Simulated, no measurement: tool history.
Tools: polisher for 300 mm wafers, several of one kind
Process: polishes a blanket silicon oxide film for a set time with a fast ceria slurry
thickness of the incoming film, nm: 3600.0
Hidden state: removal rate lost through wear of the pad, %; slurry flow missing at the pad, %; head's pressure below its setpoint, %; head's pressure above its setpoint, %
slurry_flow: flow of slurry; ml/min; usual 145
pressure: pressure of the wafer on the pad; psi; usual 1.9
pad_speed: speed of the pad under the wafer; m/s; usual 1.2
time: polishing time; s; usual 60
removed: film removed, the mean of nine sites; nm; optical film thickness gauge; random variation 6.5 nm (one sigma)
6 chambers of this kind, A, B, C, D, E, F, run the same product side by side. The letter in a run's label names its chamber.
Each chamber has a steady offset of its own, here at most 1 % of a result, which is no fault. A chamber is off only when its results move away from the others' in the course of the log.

run   hour  slurry_flow  pressure  pad_speed  time  wafers polished on this pad  hours since the slurry nozzle was cleaned  hours since the head pressure was calibrated  removed
       1.7  -- chamber E: head pressure recalibrated
 1D    3.3          145       1.9        1.2    60                         1162                                       83.6                                         852.7   757.44
 2F    6.0          145       1.9        1.2    60                          300                                      267.2                                         196.9   769.92
       7.2  -- chamber B: head pressure recalibrated
 3A   10.8          145       1.9        1.2    60                          290                                      541.4                                         239.6   752.55
 4E   13.8          145       1.9        1.2    60                          280                                      417.6                                          12.2   762.75
      13.9  -- chamber A: slurry nozzle cleaned
      16.8  -- chamber D: worn pad replaced by a new one
 5B   18.0          145       1.9        1.2    60                          638                                      307.3                                          10.8   766.67
      21.0  -- chamber F: slurry nozzle cleaned
      21.9  -- chamber D: head pressure recalibrated
 6C   23.5          145       1.9        1.2    60                          569                                      210.5                                          99.8   746.54
      24.2  -- chamber B: worn pad replaced by a new one
 7B   26.8          145       1.9        1.2    60                           32                                      316.1                                          19.6   755.24
      27.1  -- chamber A: worn pad replaced by a new one
 8A   31.0          145       1.9        1.2    60                           47                                       17.2                                         259.8   764.95
 9C   36.0          145       1.9        1.2    60                          720                                      223.0                                         112.3   758.77
10F   40.5          145       1.9        1.2    60                          717                                       19.5                                         231.4   765.15
11D   43.1          145       1.9        1.2    60                          318                                      123.4                                          21.2   745.68
12E   46.3          145       1.9        1.2    60                          673                                      450.1                                          44.7   763.21
13F   50.2          145       1.9        1.2    60                          834                                       29.2                                         241.1   754.65
14D   52.9          145       1.9        1.2    60                          436                                      133.2                                          31.0   759.34
      55.2  -- chamber F: worn pad replaced by a new one
15C   57.5          145       1.9        1.2    60                          980                                      244.5                                         133.8   761.90
16A   60.8          145       1.9        1.2    60                          408                                       47.0                                         289.6   764.40
17E   66.2          145       1.9        1.2    60                          913                                      470.0                                          64.6   755.15
18B   71.7          145       1.9        1.2    60                          575                                      361.0                                          64.5   746.26
      72.5  -- chamber E: worn pad replaced by a new one
19B   74.3          145       1.9        1.2    60                          606                                      363.6                                          67.1   747.43
20F   77.8          145       1.9        1.2    60                          273                                       56.8                                         268.7   763.62
      79.4  -- chamber A: worn pad replaced by a new one
      82.0  -- chamber C: worn pad replaced by a new one
21D   83.4          145       1.9        1.2    60                          805                                      163.7                                          61.5   752.96
22C   88.9          145       1.9        1.2    60                           84                                      275.9                                         165.2   775.94
      92.0  -- chamber B: worn pad replaced by a new one
23E   94.5          145       1.9        1.2    60                          266                                      498.3                                          92.9   753.10
24A   97.0          145       1.9        1.2    60                          213                                       83.2                                         325.8   751.80
25D  101.8          145       1.9        1.2    60                         1028                                      182.1                                          79.9   758.09
26C  105.9          145       1.9        1.2    60                          290                                      292.9                                         182.2   771.84
27E  108.9          145       1.9        1.2    60                          440                                      512.7                                         107.3   752.55
28F  113.2          145       1.9        1.2    60                          701                                       92.2                                         304.1   760.52
29A  117.2          145       1.9        1.2    60                          457                                      103.4                                         346.0   750.05
     121.3  -- chamber A: worn pad replaced by a new one
     122.3  -- chamber D: worn pad replaced by a new one
30B  122.6          145       1.9        1.2    60                          370                                      411.9                                         115.4   721.29
31A  128.0          145       1.9        1.2    60                           82                                      114.2                                         356.8   753.23
32D  131.0          145       1.9        1.2    60                          105                                      211.3                                         109.1   773.60
     131.5  -- chamber F: worn pad replaced by a new one
33E  134.5          145       1.9        1.2    60                          750                                      538.3                                         132.9   758.55
34F  139.2          145       2.3        1.2    60                           94                                      118.2                                         330.1   917.50
35B  142.2          145       2.3        1.2    60                          607                                      431.5                                         135.0   857.94
36C  145.3          145       2.3        1.2    60                          766                                      332.3                                         221.6   917.38
37A  150.7          145       2.3        1.2    60                          356                                      136.9                                         379.5   913.35
38E  154.7          145       2.3        1.2    60                          994                                      558.5                                         153.1   918.48
39F  159.1          145       2.3        1.2    60                          334                                      138.1                                         350.0   937.43
40C  164.1          145       1.9        1.2    60                          993                                      351.1                                         240.4   759.98
     169.7  -- chamber B: worn pad replaced by a new one
41D  169.7          145       1.9        1.2    60                          573                                      250.0                                         147.8   751.84
42B  172.2          145       1.9        1.2    60                           30                                      461.5                                         165.0   692.73

All 6 chambers run these settings next. Forecast each chamber's results:
43A  176.4          145       1.9        1.2    60                                                                                                                              ?
43B  176.4          145       1.9        1.2    60                                                                                                                              ?
43C  176.4          145       1.9        1.2    60                                                                                                                              ?
43D  176.4          145       1.9        1.2    60                                                                                                                              ?
43E  176.4          145       1.9        1.2    60                                                                                                                              ?
43F  176.4          145       1.9        1.2    60                                                                                                                              ?

run  removed
43A   766.09
43B   700.24
43C   748.75
43D   746.16
43E   772.07
43F   760.66

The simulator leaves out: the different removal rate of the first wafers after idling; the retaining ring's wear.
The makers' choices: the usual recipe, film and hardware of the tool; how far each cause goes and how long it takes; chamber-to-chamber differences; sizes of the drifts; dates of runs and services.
